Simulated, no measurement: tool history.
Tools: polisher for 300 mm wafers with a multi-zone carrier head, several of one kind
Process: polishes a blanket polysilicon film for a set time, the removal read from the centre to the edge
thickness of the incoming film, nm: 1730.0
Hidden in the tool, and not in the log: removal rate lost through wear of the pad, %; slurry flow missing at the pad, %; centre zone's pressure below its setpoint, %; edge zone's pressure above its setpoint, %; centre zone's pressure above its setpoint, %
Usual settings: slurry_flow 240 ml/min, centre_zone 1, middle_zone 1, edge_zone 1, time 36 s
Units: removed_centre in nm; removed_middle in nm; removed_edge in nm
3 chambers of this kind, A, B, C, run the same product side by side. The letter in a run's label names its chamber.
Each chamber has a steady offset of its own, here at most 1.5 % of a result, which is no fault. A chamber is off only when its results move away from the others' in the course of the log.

run	hour	slurry_flow	centre_zone	middle_zone	edge_zone	time	wafers polished on this pad	hours since the slurry nozzle was cleaned	hours since the centre zone pressure was calibrated	hours since the edge zone pressure was calibrated	removed_centre	removed_middle	removed_edge
1A	4.6	240	1	1	1	36	648	232.1	266.9	542.4	168.05	172.26	171.54
# hour 6.9: chamber A: slurry nozzle cleaned
2C	10.9	240	1	1	1	36	323	313.3	144	196.8	170.15	167.43	178.02
3B	17.5	240	1	1	1	36	428	440.2	692.3	899.3	170.28	170.9	170.8
4B	24.4	240	1	1	1	36	508	447.1	699.2	906.2	170.73	172.74	172.66
5A	33.3	240	1	1	1	36	978	26.4	295.6	571.1	169.01	169.28	170.19
6C	38.9	240	1	1	1	36	645	341.3	172	224.8	173.57	171.02	174.22
7A	45.1	240	1	1	1	36	1114	38.2	307.4	582.9	170.11	167.67	176.22
# hour 47: chamber C: slurry nozzle cleaned
8B	55.7	240	1	1	1	36	868	478.4	730.5	937.5	172.2	171.15	169.62
# hour 63.4: chamber A: worn pad replaced by a new one
# hour 64.1: chamber B: worn pad replaced by a new one
9C	66.2	240	1	1	1	36	959	19.3	199.3	252.1	169.64	167.52	168.48
10C	72.1	240	1	1	1	36	1027	25.2	205.2	258	166.99	168.83	167.1
11B	81.2	240	1	1	1	36	197	503.9	756	963	172.61	169.6	176.24
12A	87.3	240	1	1	1	36	274	80.4	349.6	625.1	172.25	170.52	171.52
13B	95.9	240	1	1	1	36	366	518.6	770.7	977.7	172.31	172.44	174.98
14C	101.1	240	1	1	1	36	1360	54.2	234.2	287	163.4	161.86	166.59
15A	109.6	240	1	1	1	36	531	102.7	371.9	647.4	170.38	168.06	170.23
16A	116.9	240	1	1	1	36	615	110	379.2	654.7	166.28	170.44	172.2
17B	122.7	240	1	1	1	36	674	545.4	797.5	1004.5	175.5	168.95	175.46
18C	131	240	1	1	1	36	1704	84.1	264.1	316.9	161.1	158.89	163.67
19B	138.7	240	1	1	1	36	858	561.4	813.5	1020.5	170.93	169.81	174.18
20A	149.1	240	1	1	1	36	985	142.2	411.4	686.9	167	173.72	175.37
21C	155.4	240	1	1	1	36	1985	108.5	288.5	341.3	160.92	159.5	159.56
# hour 160.6: chamber B: worn pad replaced by a new one
22B	160.8	240	1	1	1	36	2	583.5	835.6	1042.6	170.54	171.75	173.8
23C	167	240	1	1	1	36	2118	120.1	300.1	352.9	158.11	156.4	157.8
24A	175.4	240	1	1	1	36	1287	168.5	437.7	713.2	170.64	169.74	175.13
25C	184	240	1	1	1	36	2313	137.1	317.1	369.9	154.21	157.58	153.49

All 3 chambers run these settings next. Forecast each chamber's results:
26A	191.6	240	1	1.06	1	36					?	?	?
26B	191.6	240	1	1.06	1	36					?	?	?
26C	191.6	240	1	1.06	1	36					?	?	?

run	removed_centre	removed_middle	removed_edge
26A	167.68	178.67	173.04
26B	169.84	179.46	172.47
26C	157.05	162.89	157.61
